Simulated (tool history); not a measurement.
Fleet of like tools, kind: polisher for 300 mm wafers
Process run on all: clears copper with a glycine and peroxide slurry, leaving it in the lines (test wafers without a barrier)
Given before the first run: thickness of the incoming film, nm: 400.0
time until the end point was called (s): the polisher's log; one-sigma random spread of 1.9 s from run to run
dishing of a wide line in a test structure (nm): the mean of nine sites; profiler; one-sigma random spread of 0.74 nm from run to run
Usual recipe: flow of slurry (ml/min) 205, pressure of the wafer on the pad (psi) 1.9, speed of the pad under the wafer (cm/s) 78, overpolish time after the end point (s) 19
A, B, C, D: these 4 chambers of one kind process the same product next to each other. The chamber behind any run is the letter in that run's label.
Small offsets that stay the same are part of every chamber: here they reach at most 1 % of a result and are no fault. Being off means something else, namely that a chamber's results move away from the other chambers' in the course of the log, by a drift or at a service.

run,hour,flow of slurry (ml/min),pressure of the wafer on the pad (psi),speed of the pad under the wafer (cm/s),overpolish time after the end point (s),wafers polished on this pad,hours since the slurry nozzle was cleaned,hours since the head pressure was calibrated,time until the end point was called (s),dishing of a wide line in a test structure (nm)
1C,4.9,205,1.9,78,19,516,73.9,1453.0,130.34,33.530
2D,9.6,205,1.9,78,19,301,394.2,668.1,128.16,30.940
3A,15.5,205,1.9,78,19,116,111.7,510.7,129.51,31.766
# hour 16.9: chamber D: head pressure recalibrated
4B,21.8,205,1.9,78,19,475,143.6,563.0,128.08,31.124
5A,27.5,205,1.9,78,19,194,123.7,522.7,126.86,31.146
6C,35.3,205,1.9,78,19,714,104.3,1483.4,129.83,31.529
7D,42.2,205,1.9,78,19,513,426.8,25.4,129.07,30.642
8B,48.4,205,1.9,78,19,648,170.2,589.6,128.03,30.877
9C,52.4,205,1.9,78,19,825,121.4,1500.5,127.38,32.933
10B,56.7,205,1.9,78,19,702,178.5,597.9,128.70,31.000
11A,60.3,205,1.9,78,19,407,156.5,555.5,126.36,31.851
12D,65.1,205,1.9,78,19,662,449.7,48.3,133.92,29.713
13B,71.2,205,1.9,78,15,796,193.0,612.4,129.59,26.911
# hour 74.0: chamber B: worn pad replaced by a new one
# hour 76.3: chamber C: head pressure recalibrated
14D,79.1,205,1.9,78,15,753,463.7,62.3,134.56,26.880
15A,87.1,205,1.9,78,15,582,183.3,582.3,131.80,27.422
16C,94.0,205,1.9,78,15,1095,163.0,17.8,128.04,27.140
# hour 98.3: chamber B: head pressure recalibrated
17D,100.3,205,1.9,78,19,891,484.9,83.5,130.17,30.849
18B,104.0,205,1.9,78,19,195,225.8,5.8,130.08,31.751
19C,108.6,205,1.9,78,19,1190,177.6,32.4,128.07,31.489
20A,116.2,170,1.9,58,19,771,212.4,611.4,162.09,27.006
21A,122.9,170,1.9,58,19,814,219.1,618.1,161.75,27.748
# hour 128.5: chamber C: worn pad replaced by a new one
22C,129.5,170,1.9,58,19,7,198.5,53.3,162.45,27.137
23D,136.7,170,1.9,58,19,1128,521.3,119.9,170.10,27.774
24B,142.4,205,1.9,78,19,445,264.2,44.2,131.62,31.988
# hour 145.8: chamber A: worn pad replaced by a new one
25C,148.6,205,1.9,78,19,131,217.6,72.4,130.09,32.289
26A,155.1,205,1.9,78,19,61,251.3,650.3,125.34,30.644
27B,159.6,205,1.9,78,19,556,281.4,61.4,130.25,31.718
28D,167.0,205,1.9,78,19,1324,551.6,150.2,140.10,30.605
29C,174.2,205,1.9,78,19,297,243.2,98.0,126.58,33.268
30D,179.3,205,2.3,78,19,1404,563.9,162.5,121.28,32.532
31A,187.0,205,2.3,78,19,268,283.2,682.2,112.01,35.216
32B,193.3,205,2.3,78,19,776,315.1,95.1,113.45,34.670
33D,199.9,205,2.3,78,19,1538,584.5,183.1,123.34,32.663
34C,205.5,205,1.9,78,19,501,274.5,129.3,126.12,31.450
35B,210.2,205,1.9,78,19,885,332.0,112.0,130.27,32.685
36A,218.0,205,1.9,78,19,469,314.2,713.2,129.79,31.087
# hour 218.9: chamber A: slurry nozzle cleaned
37A,223.1,205,1.9,78,19,503,4.3,718.3,130.51,31.857
38B,230.8,205,1.9,78,19,1019,352.6,132.6,128.54,29.809
# hour 233.2: chamber B: worn pad replaced by a new one
39D,237.5,205,1.9,78,19,1783,622.1,220.7,142.53,29.861
40C,242.1,205,1.9,78,19,738,311.1,165.9,127.28,33.830
41A,246.8,205,1.9,70,13,657,28.0,742.0,138.20,23.156
42B,252.4,205,1.9,70,13,125,374.2,154.2,142.25,22.471
43D,257.5,205,1.9,70,13,1913,642.1,240.7,157.30,21.354
44C,264.1,205,1.9,70,13,881,333.1,187.9,140.41,23.940

Is one chamber out of step, is the gauge drifting, or do the chambers differ by no more than their own small offsets? For an off chamber, give its letter and the likeliest cause.

Chamber D drifts away from the others.
Most likely cause: removal rate lost through wear of the pad, % = 11.6.

Here are 4 candidates for chamber D's next run, each the usual settings with a change, their results left as question marks. Which one brings its results back in line with what the others give on the usual settings?
To be in line, a result may differ from the other chambers' mean on the usual settings by at most: time until the end point was called (s) 6.50; dishing of a wide line in a test structure (nm) 2.600
45D-1,270.0,210,2.2,92,19,,,,?,?
45D-2,270.0,200,1.6,66,19,,,,?,?
45D-3,270.0,200,1.7,72,19,,,,?,?
45D-4,270.0,210,2.1,84,19,,,,?,?

Usual-settings mean across the other chambers: time until the end point was called (s) 128.13; dishing of a wide line in a test structure (nm) 31.733
run,time until the end point was called (s),dishing of a wide line in a test structure (nm)
45D-1,115.37,34.080
45D-2,183.64,25.578
45D-3,166.76,27.263
45D-4,128.03,32.189
The answer is 45D-4, which returns the chamber to within the allowed miss of the others.
